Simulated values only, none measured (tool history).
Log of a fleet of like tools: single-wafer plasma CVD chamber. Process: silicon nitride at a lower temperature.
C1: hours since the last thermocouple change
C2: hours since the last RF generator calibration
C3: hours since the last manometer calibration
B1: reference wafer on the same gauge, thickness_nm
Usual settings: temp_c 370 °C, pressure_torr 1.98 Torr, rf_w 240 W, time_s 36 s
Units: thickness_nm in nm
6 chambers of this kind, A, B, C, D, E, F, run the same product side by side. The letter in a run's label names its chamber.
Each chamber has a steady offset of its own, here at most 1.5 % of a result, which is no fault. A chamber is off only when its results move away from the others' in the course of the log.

Run 1D, hour 4.1: usual settings; C1 1964.6; C2 417.9; C3 806.6; B1 37.379. Result: thickness_nm 37.722 nm.
Run 2A, hour 8.1: usual settings; C1 1501.1; C2 293.4; C3 641.2; B1 37.403. Result: thickness_nm 37.821 nm.
Run 3F, hour 11.0: usual settings; C1 60.2; C2 471.2; C3 606.3; B1 37.398. Result: thickness_nm 38.311 nm.
Run 4B, hour 13.8: usual settings; C1 1666.1; C2 356.2; C3 1099.3; B1 37.492. Result: thickness_nm 38.544 nm.
Run 5C, hour 16.2: usual settings; C1 254.8; C2 536.2; C3 874.5; B1 37.403. Result: thickness_nm 38.407 nm.
Run 6E, hour 19.4: usual settings; C1 1697.8; C2 829.8; C3 321.1; B1 37.415. Result: thickness_nm 38.536 nm.
Run 7D, hour 22.6: usual settings; C1 1983.1; C2 436.4; C3 825.1; B1 37.344. Result: thickness_nm 38.047 nm.
Run 8E, hour 26.4: usual settings but pressure_torr 2.43 Torr, rf_w 215 W; C1 1704.8; C2 836.8; C3 328.1; B1 37.395. Result: thickness_nm 37.409 nm.
Run 9B, hour 28.9: usual settings but pressure_torr 2.43 Torr, rf_w 215 W; C1 1681.2; C2 371.3; C3 1114.4; B1 37.341. Result: thickness_nm 37.115 nm.
Run 10A, hour 31.7: usual settings but pressure_torr 2.43 Torr, rf_w 215 W; C1 1524.7; C2 317.0; C3 664.8; B1 37.414. Result: thickness_nm 36.336 nm.
Run 11F, hour 34.9: usual settings but pressure_torr 2.43 Torr, rf_w 215 W; C1 84.1; C2 495.1; C3 630.2; B1 37.363. Result: thickness_nm 36.927 nm.
Run 12C, hour 37.3: usual settings but pressure_torr 2.43 Torr, rf_w 215 W; C1 275.9; C2 557.3; C3 895.6; B1 37.408. Result: thickness_nm 37.331 nm.
Run 13E, hour 41.5: usual settings but pressure_torr 2.43 Torr, rf_w 215 W; C1 1719.9; C2 851.9; C3 343.2; B1 37.332. Result: thickness_nm 37.179 nm.
Run 14F, hour 44.6: usual settings; C1 93.8; C2 504.8; C3 639.9; B1 37.416. Result: thickness_nm 37.708 nm.
Run 15A, hour 46.8: usual settings; C1 1539.8; C2 332.1; C3 679.9; B1 37.371. Result: thickness_nm 37.632 nm.
Run 16B, hour 49.2: usual settings; C1 1701.5; C2 391.6; C3 1134.7; B1 37.375. Result: thickness_nm 37.838 nm.
Run 17C, hour 51.5: usual settings; C1 290.1; C2 571.5; C3 909.8; B1 37.434. Result: thickness_nm 38.686 nm.
Run 18D, hour 54.6: usual settings; C1 2015.1; C2 468.4; C3 857.1; B1 37.380. Result: thickness_nm 37.595 nm.
Run 19C, hour 59.2: usual settings; C1 297.8; C2 579.2; C3 917.5; B1 37.379. Result: thickness_nm 38.814 nm.
Run 20E, hour 62.5: usual settings; C1 1740.9; C2 872.9; C3 364.2; B1 37.397. Result: thickness_nm 38.327 nm.
Run 21D, hour 67.1: usual settings; C1 2027.6; C2 480.9; C3 869.6; B1 37.378. Result: thickness_nm 37.759 nm.
Run 22F, hour 71.7: usual settings; C1 120.9; C2 531.9; C3 667.0; B1 37.391. Result: thickness_nm 37.305 nm.
Run 23B, hour 74.4: usual settings; C1 1726.7; C2 416.8; C3 1159.9; B1 37.385. Result: thickness_nm 38.241 nm.
Run 24A, hour 77.4: usual settings; C1 1570.4; C2 362.7; C3 710.5; B1 37.399. Result: thickness_nm 38.211 nm.
Run 25D, hour 80.0: usual settings; C1 2040.5; C2 493.8; C3 882.5; B1 37.417. Result: thickness_nm 37.945 nm.
Run 26C, hour 83.7: usual settings; C1 322.3; C2 603.7; C3 942.0; B1 37.408. Result: thickness_nm 38.648 nm.
Run 27B, hour 87.3: usual settings; C1 1739.6; C2 429.7; C3 1172.8; B1 37.370. Result: thickness_nm 38.344 nm.
Run 28A, hour 90.3: usual settings; C1 1583.3; C2 375.6; C3 723.4; B1 37.367. Result: thickness_nm 37.916 nm.
Run 29F, hour 94.5: usual settings; C1 143.7; C2 554.7; C3 689.8; B1 37.428. Result: thickness_nm 37.061 nm.
Run 30E, hour 98.0: usual settings; C1 1776.4; C2 908.4; C3 399.7; B1 37.426. Result: thickness_nm 38.487 nm.
Run 31B, hour 102.1: usual settings; C1 1754.4; C2 444.5; C3 1187.6; B1 37.428. Result: thickness_nm 38.231 nm.
Run 32D, hour 106.6: usual settings; C1 2067.1; C2 520.4; C3 909.1; B1 37.431. Result: thickness_nm 38.122 nm.
Run 33C, hour 109.3: usual settings; C1 347.9; C2 629.3; C3 967.6; B1 37.397. Result: thickness_nm 38.821 nm.
Run 34E, hour 112.7: usual settings; C1 1791.1; C2 923.1; C3 414.4; B1 37.410. Result: thickness_nm 38.332 nm.
Run 35A, hour 115.0: usual settings; C1 1608.0; C2 400.3; C3 748.1; B1 37.363. Result: thickness_nm 38.104 nm.
Run 36F, hour 118.0: usual settings; C1 167.2; C2 578.2; C3 713.3; B1 37.403. Result: thickness_nm 37.175 nm.
Run 37F, hour 121.9: usual settings; C1 171.1; C2 582.1; C3 717.2; B1 37.412. Result: thickness_nm 36.851 nm.
Run 38E, hour 125.5: usual settings; C1 1803.9; C2 935.9; C3 427.2; B1 37.447. Result: thickness_nm 38.141 nm.
Run 39B, hour 128.2: usual settings; C1 1780.5; C2 470.6; C3 1213.7; B1 37.459. Result: thickness_nm 38.256 nm.
Run 40A, hour 131.7: usual settings; C1 1624.7; C2 417.0; C3 764.8; B1 37.312. Result: thickness_nm 37.583 nm.
Run 41D, hour 135.5: usual settings but pressure_torr 1.75 Torr; C1 2096.0; C2 549.3; C3 938.0; B1 37.376. Result: thickness_nm 36.246 nm.
Run 42C, hour 138.9: usual settings but pressure_torr 1.75 Torr; C1 377.5; C2 658.9; C3 997.2; B1 37.393. Result: thickness_nm 37.419 nm.

What goes on in this fleet: one chamber off, a drifting gauge, or nothing beyond the chambers' own small offsets? Name the chamber and the cause, if any.

Chamber F drifts away from the others.
Cause: delivered RF power below the setpoint (%) = 5.49.

Here are 4 candidates for chamber F's next run, each the usual settings with a change, their results left as question marks. Which one brings its results back in line with what the others give on the usual settings?
In line means no further than this from the other chambers' mean on the usual settings: thickness_nm 0.760 nm
Run 43F-1, hour 142.2: usual settings but rf_w 250 W, time_s 37.9 s. Result: thickness_nm ?.
Run 43F-2, hour 142.2: usual settings but rf_w 255 W. Result: thickness_nm ?.
Run 43F-3, hour 142.2: usual settings but rf_w 225 W. Result: thickness_nm ?.
Run 43F-4, hour 142.2: usual settings but rf_w 215 W. Result: thickness_nm ?.

The other chambers' mean on the usual settings: thickness_nm 38.158 nm
  run  thickness_nm
43F-1        39.591
43F-2        38.155
43F-3        34.737
43F-4        33.552
43F-2 brings the chamber back in line.
